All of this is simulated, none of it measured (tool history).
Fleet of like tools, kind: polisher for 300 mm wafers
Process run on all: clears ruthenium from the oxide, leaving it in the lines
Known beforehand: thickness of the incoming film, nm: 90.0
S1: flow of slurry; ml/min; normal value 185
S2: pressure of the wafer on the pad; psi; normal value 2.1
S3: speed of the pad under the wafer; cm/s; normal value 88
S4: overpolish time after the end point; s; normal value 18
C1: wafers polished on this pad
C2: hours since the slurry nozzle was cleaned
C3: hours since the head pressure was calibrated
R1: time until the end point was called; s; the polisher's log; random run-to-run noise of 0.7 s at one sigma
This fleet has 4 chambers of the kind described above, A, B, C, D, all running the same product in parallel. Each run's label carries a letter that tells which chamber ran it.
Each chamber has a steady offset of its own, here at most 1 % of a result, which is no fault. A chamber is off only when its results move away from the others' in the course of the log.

{"run": "1B", "day": 0.142, "S1": 185, "S2": 2.1, "S3": 88, "S4": 18, "C1": 472, "C2": 424.6, "C3": 793.2, "R1": 81.774}
{"run": "2D", "day": 0.325, "S1": 185, "S2": 2.1, "S3": 88, "S4": 18, "C1": 538, "C2": 215.9, "C3": 231.6, "R1": 81.259}
{"run": "3C", "day": 0.442, "S1": 185, "S2": 2.1, "S3": 88, "S4": 18, "C1": 602, "C2": 130.5, "C3": 34.5, "R1": 81.904}
{"run": "4A", "day": 0.658, "S1": 185, "S2": 2.1, "S3": 88, "S4": 18, "C1": 603, "C2": 375.5, "C3": 219.8, "R1": 82.988}
{"run": "5B", "day": 0.812, "S1": 185, "S2": 2.1, "S3": 88, "S4": 18, "C1": 593, "C2": 440.7, "C3": 809.3, "R1": 82.039}
{"run": "6D", "day": 1.021, "S1": 185, "S2": 2.1, "S3": 88, "S4": 18, "C1": 663, "C2": 232.6, "C3": 248.3, "R1": 79.634}
{"run": "7A", "day": 1.142, "S1": 185, "S2": 2.1, "S3": 88, "S4": 18, "C1": 690, "C2": 387.1, "C3": 231.4, "R1": 83.42}
{"run": "8C", "day": 1.242, "S1": 185, "S2": 2.1, "S3": 88, "S4": 18, "C1": 746, "C2": 149.7, "C3": 53.7, "R1": 81.282}
{"day": 1.271, "done": "chamber D: slurry nozzle cleaned"}
{"run": "9C", "day": 1.429, "S1": 185, "S2": 2.1, "S3": 88, "S4": 18, "C1": 780, "C2": 154.2, "C3": 58.2, "R1": 80.811}
{"run": "10D", "day": 1.608, "S1": 185, "S2": 2.1, "S3": 88, "S4": 18, "C1": 769, "C2": 8.2, "C3": 262.4, "R1": 80.982}
{"run": "11A", "day": 1.796, "S1": 185, "S2": 2.1, "S3": 88, "S4": 18, "C1": 808, "C2": 402.8, "C3": 247.1, "R1": 82.526}
{"run": "12B", "day": 2.021, "S1": 185, "S2": 2.1, "S3": 88, "S4": 18, "C1": 811, "C2": 469.7, "C3": 838.3, "R1": 83.261}
{"run": "13D", "day": 2.242, "S1": 185, "S2": 2.1, "S3": 88, "S4": 18, "C1": 883, "C2": 23.4, "C3": 277.6, "R1": 80.76}
{"run": "14B", "day": 2.346, "S1": 185, "S2": 2.1, "S3": 88, "S4": 18, "C1": 870, "C2": 477.5, "C3": 846.1, "R1": 82.38}
{"day": 2.462, "done": "chamber B: worn pad replaced by a new one"}
{"run": "15A", "day": 2.462, "S1": 185, "S2": 2.1, "S3": 88, "S4": 18, "C1": 928, "C2": 418.8, "C3": 263.1, "R1": 83.125}
{"run": "16C", "day": 2.679, "S1": 185, "S2": 2.1, "S3": 88, "S4": 18, "C1": 1005, "C2": 184.2, "C3": 88.2, "R1": 81.151}
{"run": "17A", "day": 2.812, "S1": 185, "S2": 2.1, "S3": 88, "S4": 18, "C1": 991, "C2": 427.2, "C3": 271.5, "R1": 83.821}
{"day": 2.983, "done": "chamber C: worn pad replaced by a new one"}
{"run": "18C", "day": 3.008, "S1": 185, "S2": 2.1, "S3": 88, "S4": 18, "C1": 5, "C2": 192.1, "C3": 96.1, "R1": 80.4}
{"run": "19B", "day": 3.192, "S1": 185, "S2": 2.1, "S3": 88, "S4": 18, "C1": 131, "C2": 497.8, "C3": 866.4, "R1": 82.094}
{"day": 3.204, "done": "chamber D: worn pad replaced by a new one"}
{"run": "20D", "day": 3.4, "S1": 185, "S2": 2.1, "S3": 88, "S4": 18, "C1": 36, "C2": 51.2, "C3": 305.4, "R1": 81.588}
{"day": 3.417, "done": "chamber D: head pressure recalibrated"}
{"run": "21A", "day": 3.533, "S1": 185, "S2": 2.1, "S3": 88, "S4": 18, "C1": 1121, "C2": 444.5, "C3": 288.8, "R1": 83.825}
{"run": "22D", "day": 3.721, "S1": 185, "S2": 2.1, "S3": 88, "S4": 18, "C1": 93, "C2": 58.9, "C3": 7.3, "R1": 81.238}
{"run": "23C", "day": 3.908, "S1": 185, "S2": 2.1, "S3": 88, "S4": 18, "C1": 167, "C2": 213.7, "C3": 117.7, "R1": 79.988}
{"day": 3.975, "done": "chamber B: slurry nozzle cleaned"}
{"run": "24B", "day": 4.067, "S1": 185, "S2": 2.1, "S3": 88, "S4": 18, "C1": 289, "C2": 2.2, "C3": 887.4, "R1": 81.089}
{"run": "25D", "day": 4.229, "S1": 185, "S2": 2.1, "S3": 88, "S4": 18, "C1": 185, "C2": 71.1, "C3": 19.5, "R1": 81.08}
{"run": "26A", "day": 4.433, "S1": 185, "S2": 2.1, "S3": 88, "S4": 18, "C1": 1284, "C2": 466.1, "C3": 310.4, "R1": 85.358}
{"run": "27C", "day": 4.588, "S1": 185, "S2": 2.1, "S3": 88, "S4": 18, "C1": 289, "C2": 230.0, "C3": 134.0, "R1": 79.875}
{"run": "28B", "day": 4.808, "S1": 185, "S2": 2.1, "S3": 88, "S4": 18, "C1": 423, "C2": 20.0, "C3": 905.2, "R1": 81.57}
{"run": "29C", "day": 4.992, "S1": 185, "S2": 2.3, "S3": 66, "S4": 18, "C1": 362, "C2": 239.7, "C3": 143.7, "R1": 98.889}
{"run": "30A", "day": 5.133, "S1": 185, "S2": 2.3, "S3": 66, "S4": 18, "C1": 1410, "C2": 482.9, "C3": 327.2, "R1": 104.16}
{"run": "31D", "day": 5.338, "S1": 185, "S2": 2.3, "S3": 66, "S4": 18, "C1": 385, "C2": 97.7, "C3": 46.1, "R1": 98.089}
{"run": "32B", "day": 5.458, "S1": 185, "S2": 2.3, "S3": 66, "S4": 18, "C1": 540, "C2": 35.6, "C3": 920.8, "R1": 100.59}
{"run": "33C", "day": 5.612, "S1": 130, "S2": 1.8, "S3": 88, "S4": 18, "C1": 474, "C2": 254.6, "C3": 158.6, "R1": 101.49}
{"run": "34A", "day": 5.733, "S1": 130, "S2": 1.8, "S3": 88, "S4": 18, "C1": 1518, "C2": 497.3, "C3": 341.6, "R1": 108.22}
{"run": "35B", "day": 5.854, "S1": 130, "S2": 1.8, "S3": 88, "S4": 18, "C1": 611, "C2": 45.1, "C3": 930.3, "R1": 101.96}
{"run": "36D", "day": 6.071, "S1": 130, "S2": 1.8, "S3": 88, "S4": 18, "C1": 517, "C2": 115.3, "C3": 63.7, "R1": 100.25}
{"run": "37D", "day": 6.292, "S1": 185, "S2": 2.1, "S3": 88, "S4": 18, "C1": 557, "C2": 120.6, "C3": 69.0, "R1": 81.452}
{"run": "38A", "day": 6.429, "S1": 185, "S2": 2.1, "S3": 88, "S4": 18, "C1": 1644, "C2": 514.0, "C3": 358.3, "R1": 87.082}
{"run": "39C", "day": 6.533, "S1": 185, "S2": 2.1, "S3": 88, "S4": 18, "C1": 640, "C2": 276.7, "C3": 180.7, "R1": 79.968}
{"run": "40B", "day": 6.696, "S1": 185, "S2": 2.1, "S3": 88, "S4": 18, "C1": 763, "C2": 65.3, "C3": 950.5, "R1": 82.068}
{"day": 6.788, "done": "chamber B: worn pad replaced by a new one"}
{"run": "41D", "day": 6.871, "S1": 185, "S2": 2.1, "S3": 88, "S4": 18, "C1": 661, "C2": 134.5, "C3": 82.9, "R1": 79.483}
{"run": "42C", "day": 7.079, "S1": 185, "S2": 2.1, "S3": 88, "S4": 18, "C1": 739, "C2": 289.8, "C3": 193.8, "R1": 80.723}
{"run": "43B", "day": 7.225, "S1": 185, "S2": 2.1, "S3": 88, "S4": 18, "C1": 79, "C2": 78.0, "C3": 963.2, "R1": 80.816}

For the next run the whole fleet of 4 chambers uses the same settings. Give each chamber's results:
{"run": "44A", "day": 7.388, "S1": 185, "S2": 2.1, "S3": 88, "S4": 18, "R1": "?"}
{"run": "44B", "day": 7.388, "S1": 185, "S2": 2.1, "S3": 88, "S4": 18, "R1": "?"}
{"run": "44C", "day": 7.388, "S1": 185, "S2": 2.1, "S3": 88, "S4": 18, "R1": "?"}
{"run": "44D", "day": 7.388, "S1": 185, "S2": 2.1, "S3": 88, "S4": 18, "R1": "?"}

run=44A R1=88.272
run=44B R1=81.149
run=44C R1=80.558
run=44D R1=81.028
